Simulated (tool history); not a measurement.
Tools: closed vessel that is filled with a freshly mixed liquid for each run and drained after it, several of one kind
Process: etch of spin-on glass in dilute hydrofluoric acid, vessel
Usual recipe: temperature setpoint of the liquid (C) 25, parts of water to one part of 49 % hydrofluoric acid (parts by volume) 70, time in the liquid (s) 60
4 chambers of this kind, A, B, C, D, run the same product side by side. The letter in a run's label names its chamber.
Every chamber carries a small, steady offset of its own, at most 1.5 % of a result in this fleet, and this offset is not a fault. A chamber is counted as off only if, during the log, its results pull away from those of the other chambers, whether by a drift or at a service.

run	hour	temperature setpoint of the liquid (C)	parts of water to one part of 49 % hydrofluoric acid (parts by volume)	time in the liquid (s)	hours since the thermometer was replaced	hours since the hydrofluoric acid flow meter was replaced	read-back film thickness of the spin-on glass reference wafer, read on the same gauge (nm)	thickness taken off the spin-on glass on a monitor wafer (Å)
1C	8.7	25	70	60	402	374.2	60	352.81
2D	13.9	25	70	60	89.4	251.3	59.996	351.46
3A	25.5	25	70	60	745.2	180.4	60.022	356.35
4B	35.1	25	70	60	1429.2	958.9	60.001	351.02
5B	40.4	25	70	60	1434.5	964.2	60.022	354.54
6C	51.7	25	70	60	445	417.2	59.958	356.57
7A	59.2	25	70	60	778.9	214.1	60.032	352.65
8D	65.1	25	70	60	140.6	302.5	60.01	348.69
9D	75	25	70	60	150.5	312.4	60.005	353.2
10B	85.3	25	70	60	1479.4	1009.1	60.047	354.22
11C	91.2	25	70	60	484.5	456.7	59.975	352.38
12A	102.9	25	70	60	822.6	257.8	59.959	353.84
13B	110	25	70	60	1504.1	1033.8	59.984	358.15
14C	116.6	25	70	60	509.9	482.1	60	355.77
15A	123.6	25	70	60	843.3	278.5	60.019	352.86
16D	130.1	25	70	60	205.6	367.5	59.994	349.76
17B	136.4	25	70	60	1530.5	1060.2	60.037	349.82
18D	145.1	25	70	60	220.6	382.5	60.001	349.03
19C	151.3	25	70	60	544.6	516.8	59.987	352.06
20A	158.1	25	70	60	877.8	313	60.001	351.37
21A	165	25	70	60	884.7	319.9	60.011	357.05
22B	175.5	25	70	45	1569.6	1099.3	60.019	269.06
23D	182.2	25	70	45	257.7	419.6	60.025	263.58
24C	191.3	25	70	45	584.6	556.8	59.961	268.62
25D	198.7	25	70	45	274.2	436.1	60.004	263.78
26B	205.6	25	70	60	1599.7	1129.4	59.983	353.61
27A	211.9	25	70	40	931.6	366.8	59.979	238.93
28C	217.5	25	70	40	610.8	583	59.99	234.91
29D	224.9	25	70	40	300.4	462.3	60.02	234.22
30B	235.8	25	70	40	1629.9	1159.6	59.976	236.85
31C	243.9	25	70	60	637.2	609.4	60.023	354.3
32A	254.8	25	70	60	974.5	409.7	59.978	359.26
33A	264.3	25	70	60	984	419.2	59.993	356
34D	273.6	25	85	80	349.1	511	59.981	378.8
35B	280.4	25	85	80	1674.5	1204.2	59.984	378.33
36C	290.4	25	85	80	683.7	655.9	60.007	381.8

The same settings go to every chamber for the next run, one line per chamber below. Forecast the results for each:
37A	298.8	25	70	60				?
37B	298.8	25	70	60				?
37C	298.8	25	70	60				?
37D	298.8	25	70	60				?

run	thickness taken off the spin-on glass on a monitor wafer (Å)
37A	355.31
37B	350.94
37C	353.14
37D	348.59

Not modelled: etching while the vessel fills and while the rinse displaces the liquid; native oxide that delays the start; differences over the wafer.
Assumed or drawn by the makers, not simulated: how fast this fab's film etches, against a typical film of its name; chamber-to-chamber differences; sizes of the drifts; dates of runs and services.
